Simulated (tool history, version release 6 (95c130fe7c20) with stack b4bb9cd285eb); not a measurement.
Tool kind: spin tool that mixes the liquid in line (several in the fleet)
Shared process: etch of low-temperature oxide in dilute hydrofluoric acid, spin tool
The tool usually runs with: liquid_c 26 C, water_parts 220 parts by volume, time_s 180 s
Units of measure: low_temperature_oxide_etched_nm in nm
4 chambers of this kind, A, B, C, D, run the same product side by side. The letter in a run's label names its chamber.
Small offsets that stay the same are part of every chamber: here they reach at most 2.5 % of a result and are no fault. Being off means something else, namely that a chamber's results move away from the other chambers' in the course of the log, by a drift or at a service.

| run | hour | liquid_c | water_parts | time_s | read-back film thickness of the low-temperature oxide reference wafer, read on the same gauge (nm) | low_temperature_oxide_etched_nm |
|---|---|---|---|---|---|---|
| 1C | 6.5 | 26 | 220 | 180 | 89.977 | 16.631 |
| 2D | 17.5 | 26 | 220 | 180 | 90.004 | 16.592 |
| 3A | 25.2 | 26 | 220 | 180 | 90.049 | 16.567 |
| 4B | 32.3 | 26 | 220 | 180 | 90.023 | 16.735 |
|  | 35.5 | chamber D: thermometer replaced |
| 5A | 41.5 | 26 | 220 | 180 | 90.019 | 16.708 |
| 6D | 52.2 | 26 | 220 | 180 | 89.991 | 16.809 |
| 7B | 65.5 | 26 | 220 | 180 | 90.007 | 16.762 |
|  | 70.8 | chamber C: thermometer replaced |
| 8C | 76.3 | 26 | 220 | 180 | 90.016 | 16.476 |
| 9A | 85.5 | 26 | 220 | 180 | 90.035 | 16.449 |
| 10D | 98.8 | 26 | 220 | 180 | 89.986 | 16.566 |
| 11B | 113.2 | 26 | 220 | 180 | 90.041 | 16.916 |
| 12C | 127.9 | 26 | 220 | 180 | 89.971 | 16.457 |
| 13A | 142 | 26 | 220 | 180 | 90.005 | 16.647 |
| 14B | 151.1 | 26 | 220 | 180 | 90 | 16.74 |
| 15C | 157.9 | 26 | 220 | 180 | 90.012 | 16.622 |
| 16D | 167.3 | 22.5 | 220 | 215 | 90.011 | 17.314 |
| 17B | 179.3 | 22.5 | 220 | 215 | 89.997 | 17.575 |
|  | 183.6 | chamber B: hydrofluoric acid flow meter replaced |
| 18C | 191.8 | 22.5 | 220 | 215 | 89.991 | 17.434 |
| 19D | 203.5 | 22.5 | 220 | 215 | 89.998 | 17.44 |
| 20A | 215.7 | 26 | 220 | 180 | 90.028 | 16.393 |
| 21D | 228.3 | 26 | 220 | 180 | 89.994 | 16.6 |
| 22A | 239.6 | 26 | 220 | 180 | 89.992 | 16.485 |
| 23B | 252.5 | 26 | 220 | 180 | 89.998 | 17.197 |
| 24C | 262.5 | 26 | 220 | 180 | 90.018 | 16.558 |
| 25A | 274.9 | 26 | 220 | 180 | 90.003 | 16.567 |
| 26D | 285.3 | 26 | 220 | 180 | 90.025 | 16.611 |
| 27C | 296.4 | 26 | 320 | 90 | 89.975 | 5.1711 |
| 28B | 309.2 | 26 | 320 | 90 | 90.001 | 5.378 |
| 29D | 319 | 26 | 320 | 90 | 89.994 | 5.1933 |
| 30A | 327.6 | 26 | 320 | 90 | 89.957 | 5.087 |
| 31B | 342 | 26 | 220 | 180 | 89.969 | 17.869 |
| 32C | 352.5 | 26 | 220 | 180 | 89.985 | 16.793 |
| 33B | 365.4 | 26 | 220 | 180 | 89.975 | 18.107 |
| 34C | 375.4 | 26 | 220 | 180 | 90.01 | 16.623 |
| 35D | 382.5 | 26 | 220 | 180 | 90.012 | 16.461 |
| 36A | 393 | 26 | 220 | 180 | 90.029 | 16.594 |
| 37D | 404.1 | 27.5 | 220 | 140 | 90 | 13.529 |
| 38A | 412.3 | 27.5 | 220 | 140 | 89.992 | 13.465 |
| 39C | 423.1 | 27.5 | 220 | 140 | 89.986 | 13.653 |
| 40B | 430.9 | 27.5 | 220 | 140 | 89.979 | 14.904 |
| 41C | 439.9 | 26 | 310 | 180 | 90 | 10.819 |

Is one chamber out of step, is the gauge drifting, or do the chambers differ by no more than their own small offsets? For an off chamber, give its letter and the likeliest cause.

One chamber, B, drifts off from the rest bit by bit.
Cause: liquid hotter than its thermometer reads (K) = 2.56.

Below are 4 candidate recipes for chamber B's next run, each the usual settings with a change, their results shown as question marks. Which of them brings B's results back in line with what the other chambers give on the usual settings?
A result is in line if it is within this distance of the other chambers' mean on the usual settings: low_temperature_oxide_etched_nm 0.41 nm
| 42B-1 | 450.6 | 26 | 210 | 190 |  | ? |
| 42B-2 | 450.6 | 26 | 230 | 170 |  | ? |
| 42B-3 | 450.6 | 31 | 220 | 180 |  | ? |
| 42B-4 | 450.6 | 25.5 | 250 | 180 |  | ? |

Other chambers, usual settings, mean: low_temperature_oxide_etched_nm 16.583 nm
| run | low_temperature_oxide_etched_nm |
|---|---|
| 42B-1 | 20.598 |
| 42B-2 | 16.413 |
| 42B-3 | 21.756 |
| 42B-4 | 15.344 |
With 42B-2, the chamber falls back in line with the rest.

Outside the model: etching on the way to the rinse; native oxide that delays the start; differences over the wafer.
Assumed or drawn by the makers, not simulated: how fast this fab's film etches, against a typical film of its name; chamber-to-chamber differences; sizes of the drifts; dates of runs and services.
